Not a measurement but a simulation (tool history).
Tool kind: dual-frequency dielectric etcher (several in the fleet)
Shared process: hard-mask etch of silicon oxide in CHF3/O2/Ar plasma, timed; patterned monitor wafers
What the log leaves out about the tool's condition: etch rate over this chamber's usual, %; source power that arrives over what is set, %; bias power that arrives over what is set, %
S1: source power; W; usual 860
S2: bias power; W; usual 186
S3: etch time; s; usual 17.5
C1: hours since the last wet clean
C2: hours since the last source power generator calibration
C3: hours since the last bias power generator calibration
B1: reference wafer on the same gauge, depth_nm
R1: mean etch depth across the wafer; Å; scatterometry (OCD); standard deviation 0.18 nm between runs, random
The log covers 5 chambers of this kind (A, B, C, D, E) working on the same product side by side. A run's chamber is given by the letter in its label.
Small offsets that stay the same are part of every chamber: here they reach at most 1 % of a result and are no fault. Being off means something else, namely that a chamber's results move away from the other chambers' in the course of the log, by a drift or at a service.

run   hour   S1   S2    S3     C1      C2      C3      B1      R1
 1A    8.9  860  186  17.5  466.9  1821.5  3032.6  34.089   404.2
 2B   15.4  860  186  17.5  571.3    2483   558.2  34.129  397.12
      17.9  -- chamber D: wet clean of the chamber
 3E   20.6  860  186  17.5  515.2  1174.1   627.5   34.09  399.17
 4C   25.6  860  186  17.5    281  1017.9   677.3   34.13  406.53
 5D   32.5  860  186  17.5   14.6  1937.7  1752.2  34.098  405.72
 6C   38.5  860  186  17.5  293.9  1030.8   690.2  34.092  407.05
 7A   43.3  860  186  17.5  501.3  1855.9    3067   34.11  403.98
      43.4  -- chamber E: wet clean of the chamber
 8B   50.4  710  186  17.5  606.3    2518   593.2  34.088  367.93
 9E   58.4  710  186  17.5     15  1211.9   665.3  34.089  370.73
10D   68.4  710  186  17.5   50.5  1973.6  1788.1  34.092  374.53
      75.8  -- chamber A: bias power generator calibrated
11E   77.3  710  186  17.5   33.9  1230.8   684.2  34.114   369.5
12C   88.3  710  186  17.5  343.7  1080.6     740  34.104  380.29
13A   95.6  860  186  17.5  553.6  1908.2    19.8  34.111  403.82
14B  104.8  860  186  17.5  660.7  2572.4   647.6  34.108  398.02
     107.8  -- chamber A: wet clean of the chamber
15D  110.4  940  149  17.5   92.5  2015.6  1830.1  34.105  388.86
16B  119.1  940  149  17.5    675  2586.7   661.9  34.088  386.56
17A  124.3  940  149  17.5   16.6  1936.9    48.5  34.104  402.91
18C  134.1  940  149  17.5  389.5  1126.4   785.8  34.111  390.77
     137.5  -- chamber B: wet clean of the chamber
19E  142.1  940  149  17.5   98.7  1295.6     749  34.105   386.5
20D  153.3  860  186  17.5  135.4  2058.5    1873  34.096  405.06
     158.7  -- chamber C: wet clean of the chamber
21B  162.1  860  186  17.5   24.6  2629.7   704.9  34.069  398.19
22A  166.9  860  186  17.5   59.2  1979.5    91.1  34.113  416.28
23D  178.1  860  186  17.5  160.2  2083.3  1897.8  34.086  403.48
24E    187  860  186  17.5  143.6  1340.5   793.9  34.106  400.74
25C  195.6  860  186  17.5   36.9  1187.9   847.3  34.117  408.32
26A    202  860  186  17.5   94.3  2014.6   126.2  34.087  418.36
27D  210.5  860  186  17.5  192.6  2115.7  1930.2  34.126  404.33
28E  220.6  860  186  17.5  177.2  1374.1   827.5  34.088  400.71
29B  225.4  860  186  17.5   87.9    2693   768.2  34.088  399.27
30C  233.2  860  186  17.5   74.5  1225.5   884.9  34.104  404.84
31D  238.7  860  186  17.5  220.8  2143.9  1958.4  34.141  402.79
32B  248.9  860  186  17.5  111.4  2716.5   791.7  34.074  399.35
33E  256.3  860  186  17.5  212.9  1409.8   863.2  34.113  401.81
34A  265.6  860  186  17.5  157.9  2078.2   189.8  34.046  417.47
35C  271.9  710  186  17.5  113.2  1264.2   923.6  34.102   375.8
36C  281.5  710  186  17.5  122.8  1273.8   933.2  34.072  377.16
37D  286.8  710  186  17.5  268.9    2192  2006.5  34.104  375.71

Has any chamber moved away from the others, gradually or after a service, or does the common gauge drift, or do the chambers differ only by their own small steady offsets? State the chamber and the most likely cause if one applies.

Chamber A came out of a service off from its peers and stayed that way.
What lies behind it: etch rate over this chamber's usual, % = 3.52.

Which of the 4 candidates below, each the usual settings with something changed and its results left as question marks, puts chamber A back in line with what the other chambers give on the usual settings?
A result is in line if it is within this distance of the other chambers' mean on the usual settings: R1 6.3 Å
38A-1  294.9  860  209  17.5                   ?
38A-2  294.9  850  186    17                   ?
38A-3  294.9  890  186  17.5                   ?
38A-4  294.9  860  179  17.5                   ?

Average result of the remaining chambers running the usual settings: R1 401.78 Å
  run      R1
38A-1  434.98
38A-2  404.85
38A-3  424.09
38A-4  413.45
It is 38A-2 that realigns the chamber with its peers.
